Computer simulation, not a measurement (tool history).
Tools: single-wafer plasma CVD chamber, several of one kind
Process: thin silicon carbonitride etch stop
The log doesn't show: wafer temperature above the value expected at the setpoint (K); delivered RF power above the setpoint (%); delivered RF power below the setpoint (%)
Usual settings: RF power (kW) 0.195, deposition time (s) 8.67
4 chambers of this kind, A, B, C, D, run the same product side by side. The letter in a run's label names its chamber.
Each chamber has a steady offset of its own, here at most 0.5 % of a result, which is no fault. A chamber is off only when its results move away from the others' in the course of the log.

run	hour	RF power (kW)	deposition time (s)	hours since the last thermocouple change	hours since the last RF generator calibration	read-back reference wafer on the same gauge, thickness_nm	mean film thickness on the monitor wafer (nm)
1C	13.1	0.195	8.67	57.1	1637.8	5.2195	4.8923
2A	20.2	0.195	8.67	971.7	1862.5	5.2184	4.9062
3D	30.5	0.195	8.67	748	1795.8	5.2179	4.8812
4B	44.6	0.195	8.67	1248.3	1628.2	5.2156	4.9252
5B	54.8	0.195	8.67	1258.5	1638.4	5.2165	4.9201
6C	66.5	0.195	8.67	110.5	1691.2	5.2152	4.8943
7D	77.9	0.195	8.67	795.4	1843.2	5.2153	4.882
8A	90.9	0.21	8.67	1042.4	1933.2	5.2144	5.0054
9D	102.1	0.21	8.67	819.6	1867.4	5.2142	4.9879
10A	117.8	0.21	8.67	1069.3	1960.1	5.212	5.0244
11C	130.5	0.21	8.67	174.5	1755.2	5.2129	4.9909
12B	142.5	0.195	8.67	1346.2	1726.1	5.2096	4.9126
13A	152.4	0.195	8.67	1103.9	1994.7	5.2093	4.9018
14B	164.6	0.195	8.67	1368.3	1748.2	5.2083	4.9262
15D	178.6	0.195	8.67	896.1	1943.9	5.2094	4.8793
16C	190.3	0.21	10.23	234.3	1815	5.2063	5.8693
17D	201.1	0.21	10.23	918.6	1966.4	5.2063	5.8776
18C	208.6	0.21	10.23	252.6	1833.3	5.208	5.8651
19A	217.4	0.21	10.23	1168.9	2059.7	5.2067	5.9189
# hour 221.2: chamber B: RF generator calibrated
20B	227.6	0.195	8.67	1431.3	6.5	5.2061	4.9095
21C	236.9	0.195	8.67	280.9	1861.6	5.204	4.8757
22D	244.7	0.17	9.38	962.2	2010	5.2044	5.0526
23A	255.1	0.17	9.38	1206.6	2097.4	5.2023	5.0818
24B	267.8	0.17	9.38	1471.5	46.7	5.2	5.095
25B	283.9	0.17	9.38	1487.6	62.8	5.1996	5.0985
26C	298.5	0.175	9.4	342.5	1923.2	5.201	5.1104
27A	309.8	0.175	9.4	1261.3	2152.1	5.1997	5.1392
28D	321	0.175	9.4	1038.5	2086.3	5.2004	5.1163
29D	334.1	0.175	9.4	1051.6	2099.4	5.1983	5.1038
# hour 340: chamber A: RF generator calibrated
30A	344.2	0.195	8.67	1295.7	4.3	5.1968	4.8915
31B	359.3	0.195	8.67	1563	138.2	5.1952	4.9018
32C	372.6	0.195	8.67	416.6	1997.3	5.1949	4.8646
# hour 377.6: chamber A: thermocouple changed; heater temperature recalibrated
33C	381	0.195	8.67	425	2005.7	5.1955	4.8611
34D	392.7	0.195	8.67	1110.2	2158	5.1948	4.8636
35B	401.6	0.215	8.67	1605.3	180.5	5.1934	5.0388
# hour 405.2: chamber D: RF generator calibrated
36A	417	0.215	8.67	39.4	77.1	5.1919	5.0295
37D	432.2	0.215	8.67	1149.7	27	5.1908	5.0126

All 4 chambers run these settings next. Forecast each chamber's results:
38A	444	0.195	8.67				?
38B	444	0.195	8.67				?
38C	444	0.195	8.67				?
38D	444	0.195	8.67				?

run	mean film thickness on the monitor wafer (nm)
38A	4.8844
38B	4.8978
38C	4.8543
38D	4.8653

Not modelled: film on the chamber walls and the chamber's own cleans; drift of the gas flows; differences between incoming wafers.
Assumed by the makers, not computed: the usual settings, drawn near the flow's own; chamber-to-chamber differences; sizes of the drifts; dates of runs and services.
